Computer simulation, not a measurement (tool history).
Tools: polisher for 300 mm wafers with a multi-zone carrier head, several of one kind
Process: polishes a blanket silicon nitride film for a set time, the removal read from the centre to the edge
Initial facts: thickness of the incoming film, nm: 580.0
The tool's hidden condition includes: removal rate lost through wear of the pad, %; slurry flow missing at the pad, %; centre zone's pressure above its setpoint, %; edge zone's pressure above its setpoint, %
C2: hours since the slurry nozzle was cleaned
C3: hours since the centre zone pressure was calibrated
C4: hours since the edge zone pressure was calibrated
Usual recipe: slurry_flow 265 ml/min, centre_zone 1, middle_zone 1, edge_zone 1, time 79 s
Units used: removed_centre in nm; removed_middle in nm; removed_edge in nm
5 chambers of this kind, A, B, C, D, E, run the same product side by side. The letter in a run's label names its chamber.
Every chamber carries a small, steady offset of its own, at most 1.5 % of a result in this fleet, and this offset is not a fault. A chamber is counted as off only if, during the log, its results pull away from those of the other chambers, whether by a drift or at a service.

{"hour": 1.0, "done": "chamber A: worn pad replaced by a new one"}
{"hour": 8.2, "done": "chamber E: worn pad replaced by a new one"}
{"run": "1E", "hour": 15.1, "slurry_flow": 265, "centre_zone": 1, "middle_zone": 1, "edge_zone": 1, "time": 79, "wafers polished on this pad": 93, "C2": 357.4, "C3": 312, "C4": 59, "removed_centre": 117.74, "removed_middle": 114.97, "removed_edge": 114.62}
{"hour": 18.4, "done": "chamber B: edge zone pressure recalibrated"}
{"run": "2D", "hour": 23.6, "slurry_flow": 265, "centre_zone": 1, "middle_zone": 1, "edge_zone": 1, "time": 79, "wafers polished on this pad": 1052, "C2": 745.6, "C3": 642.8, "C4": 292.1, "removed_centre": 115.61, "removed_middle": 113.25, "removed_edge": 118.73}
{"hour": 25.9, "done": "chamber D: worn pad replaced by a new one"}
{"run": "3A", "hour": 38.4, "slurry_flow": 265, "centre_zone": 1, "middle_zone": 1, "edge_zone": 1, "time": 79, "wafers polished on this pad": 506, "C2": 277.7, "C3": 254.8, "C4": 278.3, "removed_centre": 115.98, "removed_middle": 117.9, "removed_edge": 115.54}
{"run": "4B", "hour": 47.7, "slurry_flow": 265, "centre_zone": 1, "middle_zone": 1, "edge_zone": 1, "time": 79, "wafers polished on this pad": 645, "C2": 339.9, "C3": 819.5, "C4": 29.3, "removed_centre": 116.19, "removed_middle": 113.8, "removed_edge": 112.67}
{"run": "5C", "hour": 59.8, "slurry_flow": 305, "centre_zone": 1, "middle_zone": 1.11, "edge_zone": 1, "time": 79, "wafers polished on this pad": 1129, "C2": 393.1, "C3": 159, "C4": 580.5, "removed_centre": 118.01, "removed_middle": 131.05, "removed_edge": 116.66}
{"hour": 60.8, "done": "chamber B: centre zone pressure recalibrated"}
{"hour": 64.3, "done": "chamber B: worn pad replaced by a new one"}
{"hour": 67.2, "done": "chamber A: worn pad replaced by a new one"}
{"run": "6C", "hour": 70.5, "slurry_flow": 305, "centre_zone": 1, "middle_zone": 1.11, "edge_zone": 1, "time": 79, "wafers polished on this pad": 1274, "C2": 403.8, "C3": 169.7, "C4": 591.2, "removed_centre": 118.16, "removed_middle": 128.8, "removed_edge": 114.28}
{"hour": 71.6, "done": "chamber C: worn pad replaced by a new one"}
{"hour": 75.9, "done": "chamber A: slurry nozzle cleaned"}
{"run": "7D", "hour": 82.0, "slurry_flow": 305, "centre_zone": 1, "middle_zone": 1.11, "edge_zone": 1, "time": 79, "wafers polished on this pad": 758, "C2": 804, "C3": 701.2, "C4": 350.5, "removed_centre": 119.09, "removed_middle": 127.47, "removed_edge": 116.58}
{"run": "8E", "hour": 90.0, "slurry_flow": 305, "centre_zone": 1, "middle_zone": 1.11, "edge_zone": 1, "time": 79, "wafers polished on this pad": 1106, "C2": 432.3, "C3": 386.9, "C4": 133.9, "removed_centre": 117.14, "removed_middle": 128.47, "removed_edge": 116.78}
{"hour": 91.3, "done": "chamber D: worn pad replaced by a new one"}
{"hour": 91.6, "done": "chamber E: worn pad replaced by a new one"}
{"hour": 99.7, "done": "chamber D: slurry nozzle cleaned"}
{"hour": 102.6, "done": "chamber B: slurry nozzle cleaned"}
{"run": "9B", "hour": 105.0, "slurry_flow": 305, "centre_zone": 1, "middle_zone": 1.11, "edge_zone": 1, "time": 79, "wafers polished on this pad": 550, "C2": 2.5, "C3": 44.3, "C4": 86.6, "removed_centre": 116.78, "removed_middle": 128.51, "removed_edge": 116.94}
{"run": "10A", "hour": 120.0, "slurry_flow": 265, "centre_zone": 1, "middle_zone": 1, "edge_zone": 1, "time": 79, "wafers polished on this pad": 714, "C2": 44.1, "C3": 336.4, "C4": 359.9, "removed_centre": 114.64, "removed_middle": 117.16, "removed_edge": 115.49}
{"run": "11A", "hour": 129.1, "slurry_flow": 265, "centre_zone": 1, "middle_zone": 1, "edge_zone": 1, "time": 79, "wafers polished on this pad": 837, "C2": 53.2, "C3": 345.5, "C4": 369, "removed_centre": 117.28, "removed_middle": 119.77, "removed_edge": 117.03}
{"hour": 136.4, "done": "chamber B: worn pad replaced by a new one"}
{"run": "12C", "hour": 139.3, "slurry_flow": 265, "centre_zone": 1, "middle_zone": 1, "edge_zone": 1, "time": 79, "wafers polished on this pad": 915, "C2": 472.6, "C3": 238.5, "C4": 660, "removed_centre": 115.75, "removed_middle": 115.73, "removed_edge": 116.67}
{"hour": 140.0, "done": "chamber A: worn pad replaced by a new one"}
{"hour": 147.5, "done": "chamber C: worn pad replaced by a new one"}
{"run": "13B", "hour": 152.5, "slurry_flow": 265, "centre_zone": 1, "middle_zone": 1, "edge_zone": 1, "time": 79, "wafers polished on this pad": 217, "C2": 50, "C3": 91.8, "C4": 134.1, "removed_centre": 115.13, "removed_middle": 115.38, "removed_edge": 115.79}
{"hour": 159.5, "done": "chamber E: worn pad replaced by a new one"}
{"hour": 162.3, "done": "chamber C: edge zone pressure recalibrated"}
{"run": "14E", "hour": 163.9, "slurry_flow": 265, "centre_zone": 1, "middle_zone": 1, "edge_zone": 1, "time": 79, "wafers polished on this pad": 59, "C2": 506.2, "C3": 460.8, "C4": 207.8, "removed_centre": 117.32, "removed_middle": 116.47, "removed_edge": 113.79}
{"hour": 166.6, "done": "chamber D: worn pad replaced by a new one"}
{"run": "15D", "hour": 171.2, "slurry_flow": 265, "centre_zone": 1, "middle_zone": 1, "edge_zone": 1, "time": 79, "wafers polished on this pad": 62, "C2": 71.5, "C3": 790.4, "C4": 439.7, "removed_centre": 116.53, "removed_middle": 114.48, "removed_edge": 119.26}
{"run": "16C", "hour": 184.7, "slurry_flow": 265, "centre_zone": 1, "middle_zone": 1, "edge_zone": 1, "time": 79, "wafers polished on this pad": 503, "C2": 518, "C3": 283.9, "C4": 22.4, "removed_centre": 115.42, "removed_middle": 116.07, "removed_edge": 114.07}
{"run": "17E", "hour": 194.1, "slurry_flow": 210, "centre_zone": 1, "middle_zone": 0.95, "edge_zone": 1, "time": 79, "wafers polished on this pad": 467, "C2": 536.4, "C3": 491, "C4": 238, "removed_centre": 113.29, "removed_middle": 107.61, "removed_edge": 114.41}
{"run": "18A", "hour": 206.9, "slurry_flow": 210, "centre_zone": 1, "middle_zone": 0.95, "edge_zone": 1, "time": 79, "wafers polished on this pad": 904, "C2": 131, "C3": 423.3, "C4": 446.8, "removed_centre": 112.84, "removed_middle": 109.15, "removed_edge": 114.09}
{"hour": 215.7, "done": "chamber E: centre zone pressure recalibrated"}
{"hour": 217.0, "done": "chamber B: worn pad replaced by a new one"}
{"hour": 217.3, "done": "chamber A: worn pad replaced by a new one"}
{"run": "19B", "hour": 219.3, "slurry_flow": 210, "centre_zone": 1, "middle_zone": 0.95, "edge_zone": 1, "time": 79, "wafers polished on this pad": 32, "C2": 116.8, "C3": 158.6, "C4": 200.9, "removed_centre": 110.75, "removed_middle": 108.87, "removed_edge": 113.92}
{"hour": 228.3, "done": "chamber C: worn pad replaced by a new one"}
{"run": "20D", "hour": 231.3, "slurry_flow": 210, "centre_zone": 1, "middle_zone": 0.95, "edge_zone": 1, "time": 79, "wafers polished on this pad": 874, "C2": 131.6, "C3": 850.5, "C4": 499.8, "removed_centre": 112.4, "removed_middle": 105.4, "removed_edge": 112.67}
{"hour": 234.2, "done": "chamber E: worn pad replaced by a new one"}
{"run": "21B", "hour": 246.3, "slurry_flow": 210, "centre_zone": 1, "middle_zone": 0.95, "edge_zone": 1, "time": 79, "wafers polished on this pad": 397, "C2": 143.8, "C3": 185.6, "C4": 227.9, "removed_centre": 111.97, "removed_middle": 109.32, "removed_edge": 111.15}
{"hour": 248.6, "done": "chamber D: worn pad replaced by a new one"}
{"run": "22E", "hour": 253.4, "slurry_flow": 265, "centre_zone": 1, "middle_zone": 1, "edge_zone": 1, "time": 79, "wafers polished on this pad": 259, "C2": 595.7, "C3": 37.8, "C4": 297.3, "removed_centre": 118.06, "removed_middle": 113.86, "removed_edge": 113.77}
{"run": "23C", "hour": 262.8, "slurry_flow": 265, "centre_zone": 1, "middle_zone": 1, "edge_zone": 1, "time": 79, "wafers polished on this pad": 466, "C2": 596.1, "C3": 362, "C4": 100.5, "removed_centre": 115.99, "removed_middle": 119.03, "removed_edge": 117.4}
{"run": "24D", "hour": 275.7, "slurry_flow": 265, "centre_zone": 1, "middle_zone": 1, "edge_zone": 1.06, "time": 94, "wafers polished on this pad": 367, "C2": 176, "C3": 894.9, "C4": 544.2, "removed_centre": 139.67, "removed_middle": 135.01, "removed_edge": 142.29}
{"run": "25A", "hour": 285.8, "slurry_flow": 265, "centre_zone": 1, "middle_zone": 1, "edge_zone": 1.06, "time": 94, "wafers polished on this pad": 927, "C2": 209.9, "C3": 502.2, "C4": 525.7, "removed_centre": 137.05, "removed_middle": 141.19, "removed_edge": 138.53}
{"hour": 292.7, "done": "chamber A: worn pad replaced by a new one"}
{"hour": 295.4, "done": "chamber C: slurry nozzle cleaned"}
{"run": "26A", "hour": 298.5, "slurry_flow": 265, "centre_zone": 1, "middle_zone": 1, "edge_zone": 1.06, "time": 94, "wafers polished on this pad": 78, "C2": 222.6, "C3": 514.9, "C4": 538.4, "removed_centre": 138.97, "removed_middle": 138.86, "removed_edge": 141.11}
{"hour": 300.7, "done": "chamber B: worn pad replaced by a new one"}
{"hour": 302.8, "done": "chamber E: worn pad replaced by a new one"}
{"hour": 303.7, "done": "chamber C: worn pad replaced by a new one"}
{"run": "27D", "hour": 309.4, "slurry_flow": 265, "centre_zone": 1, "middle_zone": 1, "edge_zone": 1.06, "time": 94, "wafers polished on this pad": 823, "C2": 209.7, "C3": 928.6, "C4": 577.9, "removed_centre": 138.31, "removed_middle": 137.13, "removed_edge": 142.1}
{"hour": 313.8, "done": "chamber E: slurry nozzle cleaned"}
{"run": "28C", "hour": 324.5, "slurry_flow": 265, "centre_zone": 1, "middle_zone": 1, "edge_zone": 1.06, "time": 94, "wafers polished on this pad": 281, "C2": 29.2, "C3": 423.7, "C4": 162.2, "removed_centre": 139.18, "removed_middle": 135.51, "removed_edge": 144.4}
{"run": "29E", "hour": 339.2, "slurry_flow": 265, "centre_zone": 1, "middle_zone": 1, "edge_zone": 1, "time": 79, "wafers polished on this pad": 493, "C2": 25.5, "C3": 123.6, "C4": 383.1, "removed_centre": 117.12, "removed_middle": 117.74, "removed_edge": 114.5}
{"run": "30B", "hour": 352.7, "slurry_flow": 265, "centre_zone": 1, "middle_zone": 1, "edge_zone": 1, "time": 79, "wafers polished on this pad": 703, "C2": 250.2, "C3": 292, "C4": 334.3, "removed_centre": 116.27, "removed_middle": 114.08, "removed_edge": 113.96}
{"run": "31B", "hour": 364.6, "slurry_flow": 265, "centre_zone": 1, "middle_zone": 1, "edge_zone": 1, "time": 79, "wafers polished on this pad": 864, "C2": 262.1, "C3": 303.9, "C4": 346.2, "removed_centre": 113.83, "removed_middle": 117.06, "removed_edge": 116.44}

All chambers now run identical settings, listed one chamber a line with results as question marks. What results will each chamber show?
{"run": "32A", "hour": 375.9, "slurry_flow": 220, "centre_zone": 1, "middle_zone": 1, "edge_zone": 1, "time": 79, "removed_centre": "?", "removed_middle": "?", "removed_edge": "?"}
{"run": "32B", "hour": 375.9, "slurry_flow": 220, "centre_zone": 1, "middle_zone": 1, "edge_zone": 1, "time": 79, "removed_centre": "?", "removed_middle": "?", "removed_edge": "?"}
{"run": "32C", "hour": 375.9, "slurry_flow": 220, "centre_zone": 1, "middle_zone": 1, "edge_zone": 1, "time": 79, "removed_centre": "?", "removed_middle": "?", "removed_edge": "?"}
{"run": "32D", "hour": 375.9, "slurry_flow": 220, "centre_zone": 1, "middle_zone": 1, "edge_zone": 1, "time": 79, "removed_centre": "?", "removed_middle": "?", "removed_edge": "?"}
{"run": "32E", "hour": 375.9, "slurry_flow": 220, "centre_zone": 1, "middle_zone": 1, "edge_zone": 1, "time": 79, "removed_centre": "?", "removed_middle": "?", "removed_edge": "?"}

run=32A removed_centre=112.56 removed_middle=114.33 removed_edge=113.76
run=32B removed_centre=112.87 removed_middle=113.22 removed_edge=110.46
run=32C removed_centre=113.17 removed_middle=114.12 removed_edge=113.42
run=32D removed_centre=112.71 removed_middle=113.21 removed_edge=115.44
run=32E removed_centre=115.42 removed_middle=114.94 removed_edge=111.89

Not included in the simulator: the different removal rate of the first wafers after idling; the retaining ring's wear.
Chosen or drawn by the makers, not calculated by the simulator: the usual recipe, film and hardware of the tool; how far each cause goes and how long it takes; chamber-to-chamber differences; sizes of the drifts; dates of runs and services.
